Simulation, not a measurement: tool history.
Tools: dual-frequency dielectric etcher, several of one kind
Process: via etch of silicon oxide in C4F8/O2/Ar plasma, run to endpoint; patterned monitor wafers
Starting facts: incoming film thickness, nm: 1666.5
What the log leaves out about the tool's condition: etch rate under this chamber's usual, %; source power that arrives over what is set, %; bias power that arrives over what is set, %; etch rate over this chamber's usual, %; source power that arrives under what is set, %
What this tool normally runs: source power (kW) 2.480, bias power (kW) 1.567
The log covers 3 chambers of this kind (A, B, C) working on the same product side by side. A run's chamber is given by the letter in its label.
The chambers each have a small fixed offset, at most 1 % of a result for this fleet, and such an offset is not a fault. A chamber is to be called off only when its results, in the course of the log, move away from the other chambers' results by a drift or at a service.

run   hour  source power (kW)  bias power (kW)  hours since the last wet clean  hours since the last source power generator calibration  hours since the last bias power generator calibration  endpoint time (s)
 1C    9.7              2.480            1.567                           384.1                                                   1905.1                                                 3732.2             324.52
 2A   17.6              2.480            1.567                           512.0                                                    291.8                                                 1882.1             328.10
 3B   26.5              2.480            1.567                           454.9                                                   1580.0                                                 3380.0             320.30
 4B   36.3              2.480            1.567                           464.7                                                   1589.8                                                 3389.8             314.03
 5A   43.9              2.480            1.567                           538.3                                                    318.1                                                 1908.4             329.64
      47.1  -- chamber A: wet clean of the chamber
 6C   53.3              2.480            1.567                           427.7                                                   1948.7                                                 3775.8             323.57
 7A   64.8              2.480            1.567                            17.8                                                    339.0                                                 1929.3             326.47
 8C   72.9              2.720            1.567                           447.3                                                   1968.3                                                 3795.4             311.05
 9B   86.1              2.720            1.567                           514.5                                                   1639.6                                                 3439.6             305.74
10A   95.9              2.720            1.567                            48.9                                                    370.1                                                 1960.4             310.19
11C  102.9              2.480            1.567                           477.3                                                   1998.3                                                 3825.4             315.62
12B  111.5              2.480            1.567                           539.9                                                   1665.0                                                 3465.0             323.71
13C  124.6              2.480            1.567                           499.0                                                   2020.0                                                 3847.1             321.50
14A  130.4              2.480            1.567                            83.4                                                    404.6                                                 1994.9             329.76
15B  137.6              2.480            1.567                           566.0                                                   1691.1                                                 3491.1             314.87
16B  150.7              2.480            1.567                           579.1                                                   1704.2                                                 3504.2             321.78
17C  160.3              2.480            1.567                           534.7                                                   2055.7                                                 3882.8             323.71
18A  170.1              2.480            1.567                           123.1                                                    444.3                                                 2034.6             326.56
19B  178.3              3.050            1.690                           606.7                                                   1731.8                                                 3531.8             287.00
20A  190.9              3.050            1.690                           143.9                                                    465.1                                                 2055.4             296.92
21C  201.7              3.050            1.690                           576.1                                                   2097.1                                                 3924.2             291.67

Predict what each chamber gives when all 3 of them run the settings below next.
22A  211.4              2.480            1.866                                                                                                                                                                  ?
22B  211.4              2.480            1.866                                                                                                                                                                  ?
22C  211.4              2.480            1.866                                                                                                                                                                  ?

run  endpoint time (s)
22A             310.23
22B             302.66
22C             301.80

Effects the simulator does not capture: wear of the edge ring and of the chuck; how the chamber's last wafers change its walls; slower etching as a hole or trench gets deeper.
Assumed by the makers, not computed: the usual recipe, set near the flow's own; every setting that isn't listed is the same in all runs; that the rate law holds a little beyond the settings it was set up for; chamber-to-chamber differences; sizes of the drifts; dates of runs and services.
